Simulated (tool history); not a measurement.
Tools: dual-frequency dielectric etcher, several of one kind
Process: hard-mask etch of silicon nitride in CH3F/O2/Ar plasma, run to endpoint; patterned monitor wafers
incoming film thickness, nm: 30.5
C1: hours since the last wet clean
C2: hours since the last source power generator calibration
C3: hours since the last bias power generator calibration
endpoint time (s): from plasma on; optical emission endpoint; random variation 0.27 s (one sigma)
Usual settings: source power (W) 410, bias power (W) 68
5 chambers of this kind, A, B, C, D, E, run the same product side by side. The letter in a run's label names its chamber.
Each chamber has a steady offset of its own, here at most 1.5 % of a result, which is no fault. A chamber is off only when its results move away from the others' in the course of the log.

Run 1A, day 0.25: usual settings; C1 178.4; C2 3829.1; C3 1380.3. Result: endpoint time (s) 45.083.
Run 2D, day 0.621: usual settings; C1 198.4; C2 2779.7; C3 402.2. Result: endpoint time (s) 44.882.
Run 3C, day 1.029: usual settings; C1 222; C2 2694.6; C3 2394.9. Result: endpoint time (s) 45.454.
Run 4B, day 1.433: usual settings; C1 326; C2 510; C3 1313.4. Result: endpoint time (s) 44.185.
Run 5E, day 1.742: usual settings; C1 276.5; C2 869.8; C3 1399. Result: endpoint time (s) 44.719.
Run 6D, day 1.942: usual settings; C1 230.1; C2 2811.4; C3 433.9. Result: endpoint time (s) 44.565.
Run 7C, day 2.354: usual settings; C1 253.8; C2 2726.4; C3 2426.7. Result: endpoint time (s) 45.314.
Run 8E, day 2.708: usual settings; C1 299.7; C2 893; C3 1422.2. Result: endpoint time (s) 44.323.
At day 2.804: chamber D: source power generator calibrated.
Run 9B, day 3.038: usual settings; C1 364.5; C2 548.5; C3 1351.9. Result: endpoint time (s) 44.435.
Run 10A, day 3.45: usual settings; C1 255.2; C2 3905.9; C3 1457.1. Result: endpoint time (s) 45.313.
Run 11C, day 3.75: usual settings; C1 287.3; C2 2759.9; C3 2460.2. Result: endpoint time (s) 45.188.
Run 12D, day 4.067: usual settings; C1 281.1; C2 30.3; C3 484.9. Result: endpoint time (s) 44.768.
Run 13A, day 4.325: usual settings but source power (W) 330, bias power (W) 77; C1 276.2; C2 3926.9; C3 1478.1. Result: endpoint time (s) 46.713.
Run 14E, day 4.638: usual settings but source power (W) 330, bias power (W) 77; C1 346; C2 939.3; C3 1468.5. Result: endpoint time (s) 47.199.
Run 15B, day 4.938: usual settings but source power (W) 330, bias power (W) 77; C1 410.1; C2 594.1; C3 1397.5. Result: endpoint time (s) 46.384.
Run 16C, day 5.338: usual settings but source power (W) 330, bias power (W) 77; C1 325.4; C2 2798; C3 2498.3. Result: endpoint time (s) 47.295.
At day 5.45: chamber C: wet clean of the chamber.
Run 17B, day 5.667: usual settings but source power (W) 330, bias power (W) 77; C1 427.6; C2 611.6; C3 1415. Result: endpoint time (s) 46.085.
Run 18A, day 6.025: usual settings; C1 317; C2 3967.7; C3 1518.9. Result: endpoint time (s) 44.863.
Run 19E, day 6.317: usual settings; C1 386.3; C2 979.6; C3 1508.8. Result: endpoint time (s) 44.393.
Run 20D, day 6.729: usual settings; C1 345; C2 94.2; C3 548.8. Result: endpoint time (s) 44.478.
Run 21A, day 7.058: usual settings; C1 341.8; C2 3992.5; C3 1543.7. Result: endpoint time (s) 44.944.
Run 22E, day 7.496: usual settings; C1 414.6; C2 1007.9; C3 1537.1. Result: endpoint time (s) 44.831.
Run 23C, day 7.771: usual settings; C1 55.8; C2 2856.4; C3 2556.7. Result: endpoint time (s) 45.489.
Run 24D, day 8.004: usual settings but source power (W) 370, bias power (W) 79; C1 375.6; C2 124.8; C3 579.4. Result: endpoint time (s) 44.287.
Run 25B, day 8.196: usual settings but source power (W) 370, bias power (W) 79; C1 488.3; C2 672.3; C3 1475.7. Result: endpoint time (s) 43.982.
At day 8.208: chamber B: wet clean of the chamber.
Run 26C, day 8.45: usual settings but source power (W) 370, bias power (W) 79; C1 72.1; C2 2872.7; C3 2573. Result: endpoint time (s) 44.028.
Run 27B, day 8.775: usual settings but source power (W) 370, bias power (W) 79; C1 13.7; C2 686.2; C3 1489.6. Result: endpoint time (s) 44.015.
Run 28D, day 9.133: usual settings but source power (W) 370, bias power (W) 79; C1 402.7; C2 151.9; C3 606.5. Result: endpoint time (s) 44.242.
Run 29A, day 9.375: usual settings; C1 397.4; C2 4048.1; C3 1599.3. Result: endpoint time (s) 44.701.
Run 30E, day 9.675: usual settings; C1 466.9; C2 1060.2; C3 1589.4. Result: endpoint time (s) 44.852.
Run 31E, day 9.958: usual settings; C1 473.7; C2 1067; C3 1596.2. Result: endpoint time (s) 44.83.
Run 32D, day 10.275: usual settings; C1 430.1; C2 179.3; C3 633.9. Result: endpoint time (s) 45.254.
Run 33C, day 10.562: usual settings; C1 122.8; C2 2923.4; C3 2623.7. Result: endpoint time (s) 45.44.
Run 34B, day 10.75: usual settings but bias power (W) 85; C1 61.1; C2 733.6; C3 1537. Result: endpoint time (s) 41.701.
Run 35A, day 11.062: usual settings but bias power (W) 85; C1 437.9; C2 4088.6; C3 1639.8. Result: endpoint time (s) 41.646.
Run 36A, day 11.329: usual settings but bias power (W) 85; C1 444.3; C2 4095; C3 1646.2. Result: endpoint time (s) 41.85.
Run 37E, day 11.629: usual settings but bias power (W) 85; C1 513.8; C2 1107.1; C3 1636.3. Result: endpoint time (s) 41.343.
Run 38D, day 12.038: usual settings but bias power (W) 85; C1 472.4; C2 221.6; C3 676.2. Result: endpoint time (s) 41.502.
Run 39C, day 12.467: usual settings; C1 168.5; C2 2969.1; C3 2669.4. Result: endpoint time (s) 45.022.
Run 40B, day 12.888: usual settings; C1 112.4; C2 784.9; C3 1588.3. Result: endpoint time (s) 44.76.
Run 41A, day 13.188: usual settings; C1 488.9; C2 4139.6; C3 1690.8. Result: endpoint time (s) 44.741.

All 5 chambers run these settings next. Forecast each chamber's results:
Run 42A, day 13.504: usual settings. Result: endpoint time (s) ?.
Run 42B, day 13.504: usual settings. Result: endpoint time (s) ?.
Run 42C, day 13.504: usual settings. Result: endpoint time (s) ?.
Run 42D, day 13.504: usual settings. Result: endpoint time (s) ?.
Run 42E, day 13.504: usual settings. Result: endpoint time (s) ?.

run  endpoint time (s)
42A             45.351
42B             44.718
42C              45.27
42D             45.155
42E             44.789
